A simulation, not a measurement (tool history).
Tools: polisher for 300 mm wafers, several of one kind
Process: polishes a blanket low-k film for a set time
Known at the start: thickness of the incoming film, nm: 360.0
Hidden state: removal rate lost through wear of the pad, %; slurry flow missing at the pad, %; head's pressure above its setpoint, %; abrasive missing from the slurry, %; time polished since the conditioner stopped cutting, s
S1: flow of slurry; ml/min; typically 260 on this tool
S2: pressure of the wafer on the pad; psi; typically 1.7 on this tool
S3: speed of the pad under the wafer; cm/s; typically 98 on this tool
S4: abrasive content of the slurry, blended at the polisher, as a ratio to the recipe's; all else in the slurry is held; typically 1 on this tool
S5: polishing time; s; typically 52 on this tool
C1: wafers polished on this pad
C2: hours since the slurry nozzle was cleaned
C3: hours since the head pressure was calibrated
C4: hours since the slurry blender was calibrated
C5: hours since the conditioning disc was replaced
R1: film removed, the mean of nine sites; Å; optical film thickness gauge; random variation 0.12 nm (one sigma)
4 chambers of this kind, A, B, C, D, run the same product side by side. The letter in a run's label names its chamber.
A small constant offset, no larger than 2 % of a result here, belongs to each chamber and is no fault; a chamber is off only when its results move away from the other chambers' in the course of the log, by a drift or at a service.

run,hour,S1,S2,S3,S4,S5,C1,C2,C3,C4,C5,R1
# hour 2.5: chamber C: slurry blender recalibrated
1B,10.9,260,1.7,98,1,52,612,724.2,362.7,21.2,128.9,189.8
2D,24.2,260,1.7,98,1,52,289,170.3,238.6,191.1,197.2,190.17
3A,34.2,260,1.7,98,1,52,743,414.5,1064.6,159.1,178.2,190.68
# hour 35.9: chamber C: worn pad replaced by a new one
# hour 37.4: chamber D: slurry blender recalibrated
# hour 38.5: chamber D: slurry nozzle cleaned
4C,47.5,260,1.7,98,1,52,77,201.7,669.7,45,133.8,193.75
5B,60.5,260,1.7,98,1,52,940,773.8,412.3,70.8,178.5,189.97
6C,66.9,260,1.7,98,1,52,205,221.1,689.1,64.4,153.2,190.5
# hour 67.6: chamber B: slurry nozzle cleaned
# hour 68.9: chamber B: conditioning disc replaced and pad reconditioned
# hour 72.9: chamber A: slurry nozzle cleaned
7A,80.4,260,1.7,98,1,52,1048,7.6,1110.8,205.3,224.4,188.07
# hour 81: chamber D: conditioning disc replaced and pad reconditioned
8D,86.7,260,1.7,98,1,52,702,48.2,301.1,49.3,5.8,191.66
9C,94.4,260,1.7,98,1,52,387,248.6,716.6,91.9,180.7,192.23
10A,103.9,180,1.7,98,1,61,1203,31.1,1134.3,228.8,247.9,211.47
# hour 104.8: chamber A: worn pad replaced by a new one
# hour 108.9: chamber B: worn pad replaced by a new one
11B,113.6,180,1.7,98,1,61,31,46,465.4,123.9,44.8,210.5
# hour 123.9: chamber C: worn pad replaced by a new one
12D,123.9,180,1.7,98,1,61,948,85.4,338.3,86.5,43,215.95
13C,134.2,180,1.7,98,1,61,68,288.4,756.4,131.7,220.5,216.37
14B,145.9,260,1.7,98,1,52,244,78.3,497.7,156.2,77.1,191.1
15A,158.6,260,1.7,98,1,52,355,85.8,1189,283.5,302.6,192.25
16D,171.8,260,1.2,98,1,52,1265,133.3,386.2,134.4,90.9,135.98
# hour 173.4: chamber A: head pressure recalibrated
# hour 179.2: chamber B: slurry blender recalibrated
17D,181.3,260,1.2,98,1,52,1328,142.8,395.7,143.9,100.4,136.79
# hour 183.9: chamber D: worn pad replaced by a new one
18C,188.4,260,1.2,98,1,52,426,342.6,810.6,185.9,274.7,134.44
19B,196.2,260,1.2,98,1,52,577,128.6,548,17,127.4,132.93
# hour 199.5: chamber A: slurry blender recalibrated
20A,204.2,260,1.7,98,1,52,657,131.4,30.8,4.8,348.2,201.88
# hour 206.5: chamber C: worn pad replaced by a new one
# hour 206.8: chamber C: slurry blender recalibrated
21C,212.8,260,1.7,98,1,52,41,367,835,6.1,299.1,191.68
22A,222.4,260,1.7,98,1,52,777,149.6,49,23,366.4,202.27
# hour 225.7: chamber B: conditioning disc replaced and pad reconditioned
# hour 233.4: chamber D: slurry nozzle cleaned
23B,235,260,1.7,98,1,52,834,167.4,586.8,55.8,9.4,189.48
24D,244.6,260,1.7,98,1,52,402,11.3,459,207.2,163.7,192.78
25D,250.7,260,1.7,98,1,52,442,17.4,465.1,213.3,169.8,194.43
26A,264.4,230,1.7,98,1,52,1055,191.6,91,65,408.4,198.78
27B,276.1,230,1.7,98,1,52,1105,208.5,627.9,96.9,50.5,186.89

The same settings go to every chamber for the next run, one line per chamber below. Forecast the results for each:
28A,286.1,260,1.4,98,1,52,,,,,,?
28B,286.1,260,1.4,98,1,52,,,,,,?
28C,286.1,260,1.4,98,1,52,,,,,,?
28D,286.1,260,1.4,98,1,52,,,,,,?

run,R1
28A,165.54
28B,153.88
28C,157.68
28D,157.34

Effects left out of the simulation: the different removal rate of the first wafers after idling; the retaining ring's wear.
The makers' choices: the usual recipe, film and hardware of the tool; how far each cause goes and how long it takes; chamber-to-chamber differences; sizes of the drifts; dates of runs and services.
